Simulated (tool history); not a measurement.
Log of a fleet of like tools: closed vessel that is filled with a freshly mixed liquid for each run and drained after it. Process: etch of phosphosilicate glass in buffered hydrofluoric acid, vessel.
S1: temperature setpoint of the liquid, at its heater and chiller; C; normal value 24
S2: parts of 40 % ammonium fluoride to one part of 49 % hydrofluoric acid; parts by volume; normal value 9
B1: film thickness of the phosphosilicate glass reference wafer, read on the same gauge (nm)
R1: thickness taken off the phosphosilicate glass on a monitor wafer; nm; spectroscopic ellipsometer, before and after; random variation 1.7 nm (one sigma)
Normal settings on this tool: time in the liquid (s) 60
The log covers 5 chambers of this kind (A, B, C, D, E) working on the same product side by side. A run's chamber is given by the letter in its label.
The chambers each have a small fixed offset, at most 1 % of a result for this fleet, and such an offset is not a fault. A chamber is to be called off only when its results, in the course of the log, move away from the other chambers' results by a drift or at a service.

Run 1B, hour 11.7: usual settings; B1 39.982. Result: R1 195.05 nm.
Run 2D, hour 21.9: usual settings; B1 39.991. Result: R1 193.48 nm.
Run 3E, hour 30.8: usual settings; B1 39.998. Result: R1 197.85 nm.
At hour 35.2: chamber A: thermometer replaced.
Run 4C, hour 36.3: usual settings; B1 40.015. Result: R1 198.59 nm.
At hour 39.9: chamber E: hydrofluoric acid flow meter replaced.
Run 5A, hour 42: usual settings; B1 39.991. Result: R1 192.72 nm.
Run 6A, hour 51.1: usual settings; B1 40.023. Result: R1 195.85 nm.
At hour 59.4: chamber C: hydrofluoric acid flow meter replaced.
Run 7D, hour 60.1: usual settings; B1 39.995. Result: R1 194.36 nm.
Run 8E, hour 69.5: usual settings; B1 39.981. Result: R1 192.55 nm.
Run 9C, hour 75.7: usual settings; B1 40.007. Result: R1 196 nm.
At hour 76.9: chamber B: thermometer replaced.
Run 10B, hour 80.8: usual settings; B1 39.984. Result: R1 196.3 nm.
Run 11C, hour 87.6: usual settings; B1 40.018. Result: R1 196.56 nm.
Run 12B, hour 95.2: usual settings; B1 39.983. Result: R1 198.36 nm.
Run 13A, hour 102.8: usual settings; B1 40.014. Result: R1 197.53 nm.
Run 14D, hour 112.3: usual settings but S1 21 C, time in the liquid (s) 30; B1 39.979. Result: R1 83.56 nm.
Run 15E, hour 121: usual settings but S1 21 C, time in the liquid (s) 30; B1 40.003. Result: R1 83.77 nm.
Run 16D, hour 129.5: usual settings but S1 21 C, time in the liquid (s) 30; B1 39.993. Result: R1 82.488 nm.
Run 17E, hour 135.3: usual settings but S1 21 C, time in the liquid (s) 30; B1 39.975. Result: R1 83.529 nm.
Run 18A, hour 143.7: usual settings but S1 21 C, time in the liquid (s) 30; B1 40.007. Result: R1 82.347 nm.
Run 19C, hour 154.7: usual settings; B1 39.997. Result: R1 198.14 nm.
Run 20B, hour 161.2: usual settings; B1 39.995. Result: R1 194.73 nm.
Run 21C, hour 169.3: usual settings; B1 40.019. Result: R1 196.61 nm.
Run 22E, hour 176.2: usual settings; B1 39.985. Result: R1 191.37 nm.
Run 23D, hour 181.4: usual settings but S1 21 C; B1 40.006. Result: R1 165.9 nm.
Run 24A, hour 187: usual settings but S1 21 C; B1 40.013. Result: R1 165.92 nm.
Run 25B, hour 194.2: usual settings but S1 21 C; B1 40.001. Result: R1 165.07 nm.
Run 26B, hour 202.9: usual settings but S1 21 C; B1 39.995. Result: R1 164.93 nm.
Run 27E, hour 210.5: usual settings but S1 21 C; B1 39.995. Result: R1 166.37 nm.
Run 28C, hour 218.5: usual settings; B1 40.006. Result: R1 195.83 nm.
Run 29D, hour 224.6: usual settings; B1 39.996. Result: R1 191.9 nm.
Run 30A, hour 234.6: usual settings; B1 40.008. Result: R1 196.09 nm.
Run 31C, hour 246.3: usual settings but S2 11 parts by volume; B1 39.997. Result: R1 167.9 nm.
Run 32B, hour 256: usual settings but S2 11 parts by volume; B1 40.008. Result: R1 167.71 nm.
Run 33D, hour 266.6: usual settings but S2 11 parts by volume; B1 40.019. Result: R1 164.13 nm.
Run 34A, hour 272: usual settings but S2 11 parts by volume; B1 40.008. Result: R1 167.44 nm.
Run 35E, hour 283.2: usual settings but S2 11 parts by volume; B1 40.002. Result: R1 167.14 nm.
Run 36B, hour 294.1: usual settings; B1 39.988. Result: R1 193.4 nm.
Run 37A, hour 301.3: usual settings but S2 10.5 parts by volume; B1 40.002. Result: R1 174.82 nm.
Run 38E, hour 310.7: usual settings but S2 10.5 parts by volume; B1 39.999. Result: R1 172.18 nm.

Is one chamber off against the others, does the gauge drift, or is nothing wrong? If a chamber is off, say which, and what the likeliest cause is.

No chamber stands off beyond its own small offset, and the gauge holds steady.

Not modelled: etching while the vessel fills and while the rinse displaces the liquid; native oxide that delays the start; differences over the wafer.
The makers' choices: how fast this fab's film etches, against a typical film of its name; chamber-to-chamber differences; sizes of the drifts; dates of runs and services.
